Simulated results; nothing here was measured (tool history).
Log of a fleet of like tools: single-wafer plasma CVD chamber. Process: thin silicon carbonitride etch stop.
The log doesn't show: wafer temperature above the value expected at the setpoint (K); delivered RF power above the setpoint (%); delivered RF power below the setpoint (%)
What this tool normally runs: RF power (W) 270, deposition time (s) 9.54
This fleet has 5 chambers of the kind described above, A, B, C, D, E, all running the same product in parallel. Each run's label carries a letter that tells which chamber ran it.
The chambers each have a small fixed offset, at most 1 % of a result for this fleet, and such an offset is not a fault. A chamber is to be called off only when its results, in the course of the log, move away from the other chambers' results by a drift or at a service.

run     day  RF power (W)  deposition time (s)  hours since the last thermocouple change  hours since the last RF generator calibration  read-back reference wafer on the same gauge, thickness_nm  mean film thickness on the monitor wafer (nm)
 1A   0.383           270                 9.54                                     388.1                                         1080.0                                                     5.1858                                         5.9637
 2C   0.846           270                 9.54                                    1628.1                                          788.6                                                     5.1835                                         5.9042
 3B   1.296           270                 9.54                                     313.5                                         1022.0                                                     5.1814                                         5.8904
 4E   1.612           270                 9.54                                    1362.6                                          311.3                                                     5.1983                                         5.9512
 5D   2.088           270                 9.54                                     703.3                                          886.2                                                     5.1876                                         5.8919
 6B   2.338           270                 9.54                                     338.5                                         1047.0                                                     5.1893                                         5.9551
 7C   2.608           285                10.83                                    1670.4                                          830.9                                                     5.1942                                         6.8332
 8E   2.896           285                10.83                                    1393.4                                          342.1                                                     5.1935                                         6.8830
 9A   3.200           285                10.83                                     455.7                                         1147.6                                                     5.1872                                         6.8278
10D   3.571           285                10.83                                     738.9                                          921.8                                                     5.1989                                         6.7906
11A   3.896           285                10.83                                     472.4                                         1164.3                                                     5.1847                                         6.8810
      3.967  -- chamber C: RF generator calibrated
12B   4.317           270                 9.54                                     386.0                                         1094.5                                                     5.1853                                         5.9300
      4.671  -- chamber C: thermocouple changed; heater temperature recalibrated
13E   4.725           225                10.82                                    1437.3                                          386.0                                                     5.1957                                         6.4484
      4.842  -- chamber A: RF generator calibrated
14D   4.983           225                10.82                                     772.8                                          955.7                                                     5.1979                                         6.3394
15C   5.446           225                10.82                                      18.7                                           35.6                                                     5.1829                                         6.3752
16B   5.675           225                10.82                                     418.6                                         1127.1                                                     5.1931                                         6.4171
17C   5.975           225                10.82                                      31.4                                           48.3                                                     5.1950                                         6.3736
18E   6.292           270                 9.54                                    1474.9                                          423.6                                                     5.1932                                         5.9433
19D   6.729           270                 9.54                                     814.7                                          997.6                                                     5.1925                                         5.8471
20A   6.988           270                 9.54                                     546.6                                           51.5                                                     5.1863                                         5.9507
21D   7.304           270                 9.54                                     828.5                                         1011.4                                                     5.1967                                         5.9082
22A   7.762           270                 9.54                                     565.2                                           70.1                                                     5.1932                                         5.9641
23C   7.975           245                10.67                                      79.4                                           96.3                                                     5.1872                                         6.4973
24E   8.408           245                10.67                                    1525.7                                          474.4                                                     5.1915                                         6.4969
25B   8.733           245                10.67                                     492.0                                         1200.5                                                     5.1922                                         6.4591
26C   8.950           245                10.67                                     102.8                                          119.7                                                     5.1918                                         6.4162
27A   9.246           245                10.67                                     600.8                                          105.7                                                     5.1950                                         6.5179
28E   9.646           270                 9.54                                    1555.4                                          504.1                                                     5.1966                                         5.9607
29B   9.925           270                 9.54                                     520.6                                         1229.1                                                     5.1872                                         5.8671
30D  10.208           270                 9.54                                     898.2                                         1081.1                                                     5.1875                                         5.8728
31E  10.700           270                 9.54                                    1580.7                                          529.4                                                     5.1969                                         5.9713
32A  11.079           270                 9.54                                     644.8                                          149.7                                                     5.1921                                         5.9194
33B  11.458           270                 9.54                                     557.4                                         1265.9                                                     5.1893                                         5.9120
34D  11.775           270                 9.54                                     935.8                                         1118.7                                                     5.1860                                         5.9043

All 5 chambers run these settings next. Forecast each chamber's results:
35A  12.129           270                 9.54                                                                                                                                                                                                  ?
35B  12.129           270                 9.54                                                                                                                                                                                                  ?
35C  12.129           270                 9.54                                                                                                                                                                                                  ?
35D  12.129           270                 9.54                                                                                                                                                                                                  ?
35E  12.129           270                 9.54                                                                                                                                                                                                  ?

run  mean film thickness on the monitor wafer (nm)
35A                                         5.9383
35B                                         5.8969
35C                                         5.9736
35D                                         5.8528
35E                                         5.9730
